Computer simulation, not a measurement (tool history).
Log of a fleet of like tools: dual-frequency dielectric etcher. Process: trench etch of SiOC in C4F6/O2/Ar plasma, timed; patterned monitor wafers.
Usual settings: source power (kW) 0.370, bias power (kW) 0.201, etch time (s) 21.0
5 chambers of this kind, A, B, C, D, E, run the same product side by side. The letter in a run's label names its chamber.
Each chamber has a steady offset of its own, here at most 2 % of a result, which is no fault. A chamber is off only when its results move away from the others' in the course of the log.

run   hour  source power (kW)  bias power (kW)  etch time (s)  read-back reference wafer on the same gauge, depth_nm  mean etch depth across the wafer (Å)
 1C    5.7              0.370            0.201           21.0                                                 38.306                                436.44
 2A    9.5              0.370            0.201           21.0                                                 38.287                                437.09
 3E   12.5              0.370            0.201           21.0                                                 38.311                                447.03
 4B   16.8              0.370            0.201           21.0                                                 38.294                                442.69
 5D   21.3              0.370            0.201           21.0                                                 38.292                                447.10
 6A   25.8              0.370            0.201           21.0                                                 38.301                                439.11
 7B   30.0              0.340            0.201           21.0                                                 38.282                                425.72
      33.1  -- chamber E: wet clean of the chamber
 8C   36.7              0.340            0.201           21.0                                                 38.272                                423.05
 9E   39.7              0.340            0.201           21.0                                                 38.309                                428.89
10D   44.5              0.340            0.201           21.0                                                 38.296                                428.86
11A   47.6              0.340            0.201           21.0                                                 38.309                                422.35
12E   51.5              0.370            0.201           21.0                                                 38.303                                444.37
13C   54.5              0.280            0.201           21.0                                                 38.337                                389.90
14B   59.5              0.280            0.201           21.0                                                 38.300                                396.59
15D   65.2              0.280            0.201           21.0                                                 38.320                                393.66
16A   71.6              0.280            0.201           21.0                                                 38.224                                394.14
      71.8  -- chamber C: wet clean of the chamber
17E   76.8              0.280            0.201           21.0                                                 38.295                                401.23
18C   82.6              0.370            0.224           26.5                                                 38.294                                569.08
19D   89.4              0.370            0.224           26.5                                                 38.256                                579.50
20B   94.9              0.370            0.224           26.5                                                 38.324                                570.98
21A  101.3              0.370            0.224           26.5                                                 38.321                                571.40
22E  107.5              0.370            0.224           26.5                                                 38.317                                583.08
23C  111.6              0.370            0.201           21.0                                                 38.279                                436.16
24D  116.7              0.370            0.201           21.0                                                 38.253                                439.44
25B  123.4              0.370            0.201           21.0                                                 38.253                                439.89
26B  130.3              0.370            0.201           21.0                                                 38.371                                441.14
27A  133.7              0.420            0.201           24.0                                                 38.318                                519.07
28C  139.5              0.420            0.201           24.0                                                 38.263                                523.49
     141.0  -- chamber A: wet clean of the chamber
29D  145.5              0.420            0.201           24.0                                                 38.291                                524.93
30E  152.1              0.420            0.201           24.0                                                 38.309                                536.01
     156.6  -- chamber C: bias power generator calibrated
31C  157.2              0.420            0.201           24.0                                                 38.297                                526.65
32A  160.4              0.370            0.201           21.0                                                 38.278                                436.90
33E  164.4              0.370            0.201           21.0                                                 38.337                                441.78
     164.7  -- chamber A: bias power generator calibrated
34B  168.5              0.370            0.201           21.0                                                 38.311                                437.47
35D  174.1              0.420            0.183           21.0                                                 38.297                                450.90
36C  177.7              0.420            0.183           21.0                                                 38.291                                448.86
     179.5  -- chamber D: wet clean of the chamber
37B  182.3              0.420            0.183           21.0                                                 38.363                                449.01
38A  187.0              0.420            0.183           21.0                                                 38.288                                446.71
39D  192.5              0.420            0.183           21.0                                                 38.316                                453.83

What goes on in this fleet: one chamber off, a drifting gauge, or nothing beyond the chambers' own small offsets? Name the chamber and the cause, if any.

No chamber stands off beyond its own small offset, and the gauge holds steady.

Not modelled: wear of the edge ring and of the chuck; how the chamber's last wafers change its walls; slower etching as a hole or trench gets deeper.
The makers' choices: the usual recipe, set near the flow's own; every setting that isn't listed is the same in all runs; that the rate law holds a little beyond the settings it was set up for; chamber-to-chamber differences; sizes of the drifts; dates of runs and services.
